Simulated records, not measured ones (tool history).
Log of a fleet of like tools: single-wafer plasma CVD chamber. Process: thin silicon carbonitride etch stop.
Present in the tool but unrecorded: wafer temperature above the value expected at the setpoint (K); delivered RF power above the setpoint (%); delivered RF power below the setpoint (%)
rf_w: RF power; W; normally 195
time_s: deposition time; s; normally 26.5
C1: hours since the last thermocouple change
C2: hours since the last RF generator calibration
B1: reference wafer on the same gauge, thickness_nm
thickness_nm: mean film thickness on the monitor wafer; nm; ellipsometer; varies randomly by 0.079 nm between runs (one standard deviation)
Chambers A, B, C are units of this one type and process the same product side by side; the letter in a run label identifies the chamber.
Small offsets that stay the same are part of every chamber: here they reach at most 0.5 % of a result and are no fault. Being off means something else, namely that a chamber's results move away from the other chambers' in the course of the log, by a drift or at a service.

run 1A hour=4.9 | rf_w=195 time_s=26.5 | C1=1008.4 C2=157.7 | B1=13.289 | thickness_nm=14.865
run 2B hour=10.1 | rf_w=195 time_s=26.5 | C1=1123.4 C2=315.1 | B1=13.284 | thickness_nm=14.969
run 3C hour=16.2 | rf_w=195 time_s=26.5 | C1=548.8 C2=367.4 | B1=13.302 | thickness_nm=14.919
run 4A hour=21.4 | rf_w=195 time_s=26.5 | C1=1024.9 C2=174.2 | B1=13.308 | thickness_nm=14.860
run 5C hour=27.0 | rf_w=195 time_s=26.5 | C1=559.6 C2=378.2 | B1=13.286 | thickness_nm=15.004
run 6B hour=31.0 | rf_w=195 time_s=26.5 | C1=1144.3 C2=336.0 | B1=13.295 | thickness_nm=14.861
run 7B hour=35.2 | rf_w=195 time_s=26.5 | C1=1148.5 C2=340.2 | B1=13.306 | thickness_nm=15.003
run 8A hour=39.9 | rf_w=195 time_s=26.5 | C1=1043.4 C2=192.7 | B1=13.311 | thickness_nm=15.161
run 9C hour=43.8 | rf_w=195 time_s=26.5 | C1=576.4 C2=395.0 | B1=13.293 | thickness_nm=14.900
run 10A hour=47.9 | rf_w=195 time_s=26.5 | C1=1051.4 C2=200.7 | B1=13.300 | thickness_nm=14.892
run 11B hour=53.6 | rf_w=215 time_s=29.4 | C1=1166.9 C2=358.6 | B1=13.295 | thickness_nm=17.080
run 12C hour=57.7 | rf_w=215 time_s=29.4 | C1=590.3 C2=408.9 | B1=13.299 | thickness_nm=16.930
run 13C hour=60.6 | rf_w=215 time_s=29.4 | C1=593.2 C2=411.8 | B1=13.298 | thickness_nm=17.079
run 14B hour=64.8 | rf_w=195 time_s=26.5 | C1=1178.1 C2=369.8 | B1=13.294 | thickness_nm=14.951
run 15A hour=70.0 | rf_w=195 time_s=26.5 | C1=1073.5 C2=222.8 | B1=13.311 | thickness_nm=14.848
run 16C hour=75.8 | rf_w=180 time_s=30.5 | C1=608.4 C2=427.0 | B1=13.321 | thickness_nm=16.859
run 17B hour=80.1 | rf_w=180 time_s=30.5 | C1=1193.4 C2=385.1 | B1=13.302 | thickness_nm=16.721
run 18A hour=85.2 | rf_w=180 time_s=30.5 | C1=1088.7 C2=238.0 | B1=13.301 | thickness_nm=16.826
run 19C hour=89.0 | rf_w=195 time_s=26.5 | C1=621.6 C2=440.2 | B1=13.312 | thickness_nm=15.028
run 20A hour=94.1 | rf_w=195 time_s=26.5 | C1=1097.6 C2=246.9 | B1=13.305 | thickness_nm=14.879
run 21B hour=98.9 | rf_w=195 time_s=26.5 | C1=1212.2 C2=403.9 | B1=13.303 | thickness_nm=14.916
run 22B hour=103.4 | rf_w=195 time_s=26.5 | C1=1216.7 C2=408.4 | B1=13.296 | thickness_nm=14.887
run 23A hour=109.3 | rf_w=160 time_s=23.0 | C1=1112.8 C2=262.1 | B1=13.291 | thickness_nm=12.159
run 24C hour=114.2 | rf_w=160 time_s=23.0 | C1=646.8 C2=465.4 | B1=13.302 | thickness_nm=12.211
run 25C hour=119.5 | rf_w=160 time_s=23.0 | C1=652.1 C2=470.7 | B1=13.294 | thickness_nm=12.244
run 26A hour=122.6 | rf_w=195 time_s=26.5 | C1=1126.1 C2=275.4 | B1=13.301 | thickness_nm=14.907
run 27B hour=125.5 | rf_w=195 time_s=26.5 | C1=1238.8 C2=430.5 | B1=13.291 | thickness_nm=14.958
run 28A hour=129.8 | rf_w=195 time_s=26.5 | C1=1133.3 C2=282.6 | B1=13.306 | thickness_nm=15.028
run 29B hour=134.0 | rf_w=195 time_s=26.5 | C1=1247.3 C2=439.0 | B1=13.293 | thickness_nm=14.904
run 30C hour=137.8 | rf_w=195 time_s=26.5 | C1=670.4 C2=489.0 | B1=13.294 | thickness_nm=15.125
run 31B hour=141.0 | rf_w=195 time_s=26.5 | C1=1254.3 C2=446.0 | B1=13.292 | thickness_nm=14.911
run 32C hour=144.7 | rf_w=195 time_s=26.5 | C1=677.3 C2=495.9 | B1=13.291 | thickness_nm=15.118

Which is it: a chamber that has drifted or been left off by a service, a gauge drift common to all chambers, or only each chamber's usual small offset? If a chamber is off, name it and its likeliest cause.

No chamber is off and the gauge is stable; the differences are just each chamber's small, constant offset.
